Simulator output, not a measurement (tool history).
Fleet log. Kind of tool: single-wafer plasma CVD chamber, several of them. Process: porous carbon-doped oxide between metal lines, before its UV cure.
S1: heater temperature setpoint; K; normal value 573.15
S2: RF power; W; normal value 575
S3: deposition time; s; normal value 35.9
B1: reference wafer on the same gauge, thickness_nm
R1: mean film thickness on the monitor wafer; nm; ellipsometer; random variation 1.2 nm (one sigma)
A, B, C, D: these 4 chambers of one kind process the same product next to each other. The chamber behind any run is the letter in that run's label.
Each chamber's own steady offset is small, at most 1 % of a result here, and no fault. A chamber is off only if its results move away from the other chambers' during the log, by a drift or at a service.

run,day,S1,S2,S3,B1,R1
1A,0.162,573.15,575,35.9,180.78,214.19
2B,0.262,573.15,575,35.9,180.82,212.42
3C,0.392,573.15,575,35.9,180.96,209.87
4D,0.571,573.15,575,35.9,181.08,210.42
5D,0.708,573.15,575,35.9,180.89,211.73
6C,0.812,573.15,575,35.9,181.25,209.44
7B,0.9,573.15,575,35.9,180.81,213.46
8A,1.004,573.15,575,35.9,180.81,211.82
9C,1.175,573.15,575,35.9,181.21,213.12
10A,1.321,573.15,575,35.9,181.3,212.43
11B,1.425,573.15,575,35.9,181.27,214.1
12D,1.562,573.15,575,35.9,181.07,211.01
13B,1.667,573.15,575,35.9,180.92,213.88
14A,1.8,573.15,575,35.9,181.05,212.53
15D,1.925,573.15,575,35.9,181,213.95
16C,2.058,573.15,575,35.9,180.96,211.99
17B,2.15,573.15,575,32.3,181.02,190.86
18A,2.279,573.15,575,32.3,180.71,190.97
19D,2.442,573.15,575,32.3,181.34,192.03
20C,2.529,573.15,575,32.3,180.92,192.04
21D,2.688,573.15,540,35.9,181.09,202.91
22A,2.792,573.15,540,35.9,180.73,203.74
23B,2.95,573.15,540,35.9,180.89,204.79
24C,3.042,573.15,540,35.9,181.2,202.47
25D,3.188,573.15,575,38.7,181.01,225.27
26A,3.304,573.15,575,38.7,180.89,225.5
27B,3.446,573.15,575,38.7,181.13,229.87
28C,3.55,573.15,575,38.7,180.91,226.12
29D,3.733,573.15,575,35.9,180.61,210.82
30B,3.829,573.15,575,35.9,180.79,214.21
31A,3.971,580.15,575,30.8,181.04,175.49
32C,4.075,580.15,575,30.8,181.02,174.77
33C,4.238,580.15,575,30.8,181.07,176.69
34A,4.388,580.15,575,30.8,181.08,174.4
35B,4.492,573.15,575,35.9,180.94,212.61
36D,4.654,573.15,575,35.9,181.11,213.59
37A,4.767,573.15,575,35.9,181.25,211.53
38B,4.871,573.15,575,35.9,181.16,213.74
39C,5.042,584.15,685,35.9,181.27,223.6

Predict what each chamber gives when all 4 of them run the settings below next.
40A,5.175,567.15,575,35.9,,?
40B,5.175,567.15,575,35.9,,?
40C,5.175,567.15,575,35.9,,?
40D,5.175,567.15,575,35.9,,?

run,R1
40A,217
40B,219.33
40C,218.68
40D,220.96
